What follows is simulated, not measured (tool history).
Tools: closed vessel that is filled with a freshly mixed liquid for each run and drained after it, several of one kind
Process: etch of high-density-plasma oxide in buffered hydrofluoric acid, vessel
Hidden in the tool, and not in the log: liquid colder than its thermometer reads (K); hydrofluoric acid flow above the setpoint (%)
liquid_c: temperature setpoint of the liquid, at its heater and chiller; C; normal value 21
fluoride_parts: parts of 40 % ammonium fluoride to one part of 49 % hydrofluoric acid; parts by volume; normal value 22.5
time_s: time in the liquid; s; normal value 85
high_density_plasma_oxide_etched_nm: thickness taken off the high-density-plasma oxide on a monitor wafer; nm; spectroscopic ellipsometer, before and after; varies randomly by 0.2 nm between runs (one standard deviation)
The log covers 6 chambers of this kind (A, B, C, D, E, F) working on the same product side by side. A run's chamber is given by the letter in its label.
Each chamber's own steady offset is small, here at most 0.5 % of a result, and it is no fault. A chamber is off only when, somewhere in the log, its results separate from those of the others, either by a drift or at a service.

| run | day | liquid_c | fluoride_parts | time_s | hours since the thermometer was replaced | hours since the hydrofluoric acid flow meter was replaced | read-back film thickness of the high-density-plasma oxide reference wafer, read on the same gauge (nm) | high_density_plasma_oxide_etched_nm |
|---|---|---|---|---|---|---|---|---|
| 1D | 0.238 | 21 | 22.5 | 85 | 289.8 | 1678.1 | 129.98 | 42.151 |
| 2B | 0.592 | 21 | 22.5 | 85 | 633.7 | 286.0 | 129.98 | 41.796 |
| 3A | 0.862 | 21 | 22.5 | 85 | 788.8 | 2249.8 | 130.04 | 42.094 |
| 4F | 1.221 | 21 | 22.5 | 85 | 1717.6 | 1764.3 | 129.99 | 41.824 |
| 5E | 1.579 | 21 | 22.5 | 85 | 128.7 | 435.2 | 130.01 | 41.738 |
| 6C | 1.908 | 21 | 22.5 | 85 | 2332.8 | 401.8 | 130.03 | 41.822 |
| 7C | 2.212 | 21 | 22.5 | 85 | 2340.1 | 409.1 | 129.97 | 42.252 |
| 8A | 2.392 | 21 | 22.5 | 85 | 825.5 | 2286.5 | 129.97 | 41.751 |
| 9D | 2.667 | 21 | 22.5 | 85 | 348.1 | 1736.4 | 130.00 | 41.865 |
| 10E | 2.896 | 21 | 22.5 | 85 | 160.3 | 466.8 | 129.97 | 41.927 |
| 11F | 3.292 | 21 | 22.5 | 85 | 1767.3 | 1814.0 | 129.96 | 42.110 |
| 12B | 3.667 | 21 | 22.5 | 85 | 707.5 | 359.8 | 130.03 | 42.079 |
| 13C | 3.950 | 21 | 22.5 | 85 | 2381.8 | 450.8 | 130.01 | 42.112 |
| 14A | 4.238 | 21 | 22.5 | 85 | 869.8 | 2330.8 | 129.99 | 41.863 |
| 15E | 4.521 | 21 | 22.5 | 85 | 199.3 | 505.8 | 129.99 | 41.590 |
| 16F | 4.808 | 21 | 22.5 | 85 | 1803.7 | 1850.4 | 130.04 | 41.629 |
| 17D | 5.067 | 21 | 29.0 | 85 | 405.7 | 1794.0 | 130.00 | 34.948 |
| 18B | 5.329 | 21 | 29.0 | 85 | 747.4 | 399.7 | 130.06 | 34.803 |
| 19B | 5.579 | 21 | 29.0 | 85 | 753.4 | 405.7 | 130.01 | 35.229 |
|  | 5.858 | chamber C: thermometer replaced |
| 20E | 5.875 | 21 | 29.0 | 85 | 231.8 | 538.3 | 130.00 | 34.913 |
|  | 6.017 | chamber D: hydrofluoric acid flow meter replaced |
| 21F | 6.092 | 21 | 29.0 | 85 | 1834.5 | 1881.2 | 130.03 | 34.742 |
| 22D | 6.308 | 21 | 29.0 | 85 | 435.5 | 7.0 | 130.04 | 35.268 |
| 23C | 6.658 | 21 | 22.5 | 85 | 19.2 | 515.8 | 130.01 | 41.890 |
| 24A | 7.033 | 21 | 22.5 | 85 | 936.9 | 2397.9 | 129.96 | 41.612 |
| 25A | 7.262 | 21 | 22.5 | 85 | 942.4 | 2403.4 | 129.98 | 41.961 |
| 26E | 7.450 | 21 | 22.5 | 85 | 269.6 | 576.1 | 130.04 | 41.671 |
|  | 7.588 | chamber A: hydrofluoric acid flow meter replaced |
| 27B | 7.704 | 21 | 22.5 | 85 | 804.4 | 456.7 | 129.95 | 41.644 |
| 28F | 7.992 | 21 | 22.5 | 85 | 1880.1 | 1926.8 | 130.00 | 41.917 |
| 29D | 8.171 | 21 | 22.5 | 85 | 480.2 | 51.7 | 130.03 | 42.042 |
| 30C | 8.371 | 21 | 22.5 | 85 | 60.3 | 556.9 | 130.02 | 42.108 |
| 31A | 8.762 | 21 | 22.5 | 85 | 978.4 | 28.3 | 129.99 | 41.920 |
| 32C | 8.946 | 21 | 22.5 | 85 | 74.1 | 570.7 | 129.98 | 41.708 |
| 33B | 9.154 | 21 | 22.5 | 85 | 839.2 | 491.5 | 130.01 | 41.942 |
| 34D | 9.500 | 21 | 22.5 | 85 | 512.1 | 83.6 | 129.98 | 41.949 |
| 35F | 9.833 | 21 | 22.5 | 85 | 1924.3 | 1971.0 | 130.02 | 41.485 |
| 36E | 10.075 | 21 | 22.5 | 85 | 332.6 | 639.1 | 129.96 | 41.912 |
| 37E | 10.283 | 21 | 22.5 | 85 | 337.6 | 644.1 | 129.99 | 42.063 |
| 38A | 10.508 | 21 | 22.5 | 85 | 1020.3 | 70.2 | 129.98 | 41.483 |
| 39D | 10.804 | 21 | 22.5 | 85 | 543.4 | 114.9 | 129.99 | 41.959 |
| 40C | 10.988 | 21 | 22.5 | 85 | 123.1 | 619.7 | 130.00 | 42.271 |
| 41B | 11.221 | 21 | 22.5 | 85 | 888.8 | 541.1 | 130.01 | 41.429 |
| 42F | 11.408 | 21 | 22.5 | 85 | 1962.1 | 2008.8 | 129.97 | 42.288 |
| 43C | 11.638 | 21 | 22.5 | 85 | 138.7 | 635.3 | 130.01 | 41.630 |

Next, all 6 chambers run the settings below, one line each with question marks for the results. What does each chamber give?
| 44A | 11.925 | 21 | 26.5 | 85 |  |  |  | ? |
| 44B | 11.925 | 21 | 26.5 | 85 |  |  |  | ? |
| 44C | 11.925 | 21 | 26.5 | 85 |  |  |  | ? |
| 44D | 11.925 | 21 | 26.5 | 85 |  |  |  | ? |
| 44E | 11.925 | 21 | 26.5 | 85 |  |  |  | ? |
| 44F | 11.925 | 21 | 26.5 | 85 |  |  |  | ? |

| run | high_density_plasma_oxide_etched_nm |
|---|---|
| 44A | 37.395 |
| 44B | 37.079 |
| 44C | 37.657 |
| 44D | 37.700 |
| 44E | 37.588 |
| 44F | 37.515 |
